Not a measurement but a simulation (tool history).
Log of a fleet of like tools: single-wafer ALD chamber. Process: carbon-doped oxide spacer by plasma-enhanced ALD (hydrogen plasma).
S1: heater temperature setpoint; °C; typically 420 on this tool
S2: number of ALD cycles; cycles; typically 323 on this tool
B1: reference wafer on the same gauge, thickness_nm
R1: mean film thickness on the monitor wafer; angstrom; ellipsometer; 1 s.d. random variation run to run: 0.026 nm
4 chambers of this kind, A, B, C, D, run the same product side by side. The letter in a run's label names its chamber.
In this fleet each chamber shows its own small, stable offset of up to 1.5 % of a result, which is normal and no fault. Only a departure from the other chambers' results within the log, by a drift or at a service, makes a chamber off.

| run | hour | S1 | S2 | B1 | R1 |
|---|---|---|---|---|---|
| 1A | 8.9 | 420 | 323 | 14.401 | 151.85 |
| 2D | 20.6 | 420 | 323 | 14.412 | 151.68 |
| 3C | 29.3 | 420 | 323 | 14.410 | 150.39 |
| 4B | 37.6 | 420 | 323 | 14.418 | 152.65 |
| 5B | 49.1 | 420 | 323 | 14.418 | 152.58 |
| 6D | 56.6 | 431 | 359 | 14.420 | 163.23 |
| 7A | 67.2 | 431 | 359 | 14.429 | 162.89 |
| 8C | 78.0 | 431 | 359 | 14.438 | 161.38 |
| 9B | 87.2 | 431 | 359 | 14.430 | 164.10 |
| 10C | 98.6 | 426 | 347 | 14.434 | 158.66 |
| 11A | 107.6 | 426 | 347 | 14.443 | 160.23 |
| 12D | 116.3 | 426 | 347 | 14.444 | 160.49 |
| 13A | 124.2 | 426 | 347 | 14.440 | 160.37 |
| 14B | 134.7 | 420 | 323 | 14.448 | 152.85 |
| 15C | 146.3 | 410 | 362 | 14.453 | 174.20 |
| 16D | 157.8 | 410 | 362 | 14.461 | 176.89 |
| 17A | 165.2 | 410 | 362 | 14.465 | 176.21 |
| 18D | 174.8 | 410 | 362 | 14.471 | 176.71 |
| 19C | 183.7 | 420 | 323 | 14.466 | 150.43 |
| 20B | 195.0 | 420 | 323 | 14.474 | 152.76 |
| 21C | 203.1 | 420 | 323 | 14.473 | 150.81 |
|  | 209.9 | chamber D: thermocouple changed; heater temperature recalibrated |
| 22B | 211.5 | 420 | 323 | 14.480 | 153.32 |
| 23D | 221.9 | 420 | 323 | 14.486 | 152.89 |
| 24A | 234.0 | 420 | 323 | 14.485 | 152.75 |
| 25A | 245.5 | 420 | 323 | 14.492 | 152.40 |
| 26B | 252.3 | 420 | 323 | 14.497 | 153.75 |
| 27D | 260.1 | 420 | 294 | 14.499 | 139.08 |

Is one chamber off against the others, does the gauge drift, or is nothing wrong? If a chamber is off, say which, and what the likeliest cause is.

No chamber is off; the gauge reading every chamber's wafers drifts, which makes the whole fleet appear to move together.
Cause: gauge reads high (%) = 0.719.

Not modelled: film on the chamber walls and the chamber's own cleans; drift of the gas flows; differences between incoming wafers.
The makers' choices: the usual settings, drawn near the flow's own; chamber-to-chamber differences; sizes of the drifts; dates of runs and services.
